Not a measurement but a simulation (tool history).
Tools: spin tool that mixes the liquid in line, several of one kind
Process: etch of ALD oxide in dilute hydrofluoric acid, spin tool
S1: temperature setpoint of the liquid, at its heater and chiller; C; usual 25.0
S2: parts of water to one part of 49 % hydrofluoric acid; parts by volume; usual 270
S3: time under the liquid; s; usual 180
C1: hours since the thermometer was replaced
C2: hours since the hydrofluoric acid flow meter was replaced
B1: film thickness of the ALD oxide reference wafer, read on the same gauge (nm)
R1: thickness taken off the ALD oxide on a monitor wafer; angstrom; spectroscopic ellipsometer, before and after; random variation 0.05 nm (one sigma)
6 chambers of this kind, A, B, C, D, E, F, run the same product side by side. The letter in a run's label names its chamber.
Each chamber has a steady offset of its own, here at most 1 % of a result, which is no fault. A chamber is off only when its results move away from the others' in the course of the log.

run	hour	S1	S2	S3	C1	C2	B1	R1
1D	5.9	25.0	270	180	73.5	865.1	29.996	80.004
2E	12.9	25.0	270	180	437.5	1613.8	30.027	79.861
3F	24.9	25.0	270	180	667.7	118.1	29.982	80.939
4A	32.8	25.0	270	180	93.7	641.4	29.988	81.807
5B	41.1	21.0	270	125	137.9	628.6	30.026	47.461
# hour 44.0: chamber F: thermometer replaced
6C	47.1	21.0	270	125	567.4	68.0	30.007	48.608
7E	52.6	21.0	270	125	477.2	1653.5	29.962	48.304
8B	63.5	21.0	270	125	160.3	651.0	29.947	48.381
9F	72.1	21.0	270	125	28.1	165.3	30.028	48.651
10D	77.5	21.0	270	125	145.1	936.7	29.996	48.757
11A	85.7	25.0	270	180	146.6	694.3	29.964	81.610
12C	93.5	23.0	210	180	613.8	114.4	29.991	103.370
13E	102.2	23.0	210	180	526.8	1703.1	30.025	101.880
14D	109.6	23.0	210	180	177.2	968.8	30.027	102.820
# hour 119.5: chamber B: hydrofluoric acid flow meter replaced
15C	121.0	23.0	210	180	641.3	141.9	30.036	102.990
16B	132.7	23.0	210	180	229.5	13.2	29.998	103.080
17A	144.7	23.0	210	180	205.6	753.3	29.996	104.310
18F	152.6	25.0	270	180	108.6	245.8	30.026	82.328
19A	163.0	23.0	270	180	223.9	771.6	30.019	75.524
20E	169.2	23.0	270	180	593.8	1770.1	30.018	74.579
21C	174.8	23.0	270	180	695.1	195.7	30.001	75.717
22B	184.2	23.0	270	180	281.0	64.7	30.014	75.303
23F	194.7	23.0	270	180	150.7	287.9	30.012	74.649
24D	200.2	23.0	270	180	267.8	1059.4	29.980	74.733
25D	207.2	25.0	270	180	274.8	1066.4	30.012	79.901
26B	214.8	25.0	270	180	311.6	95.3	30.022	80.841
27F	221.8	25.0	270	180	177.8	315.0	30.007	79.365
28C	232.8	25.0	270	180	753.1	253.7	30.006	81.523
29E	238.5	25.0	270	180	663.1	1839.4	30.008	79.837
30A	250.9	27.0	270	90	311.8	859.5	29.992	43.348
31B	256.6	27.0	270	90	353.4	137.1	29.992	43.038
# hour 268.2: chamber E: hydrofluoric acid flow meter replaced
32F	268.8	27.0	270	90	224.8	362.0	29.967	42.114
33C	278.9	27.0	270	90	799.2	299.8	29.978	42.715
34A	286.8	27.0	270	90	347.7	895.4	30.033	43.923
35D	297.7	27.0	270	90	365.3	1156.9	30.023	42.804
36E	303.2	25.0	270	180	727.8	35.0	30.006	81.312
37F	313.7	25.0	270	180	269.7	406.9	30.047	78.375
38D	325.0	25.0	270	180	392.6	1184.2	30.011	81.390

Next, every chamber runs the same settings. What will each give?
39A	333.9	23.5	270	180				?
39B	333.9	23.5	270	180				?
39C	333.9	23.5	270	180				?
39D	333.9	23.5	270	180				?
39E	333.9	23.5	270	180				?
39F	333.9	23.5	270	180				?

run	R1
39A	77.632
39B	75.352
39C	76.386
39D	76.215
39E	75.977
39F	73.184
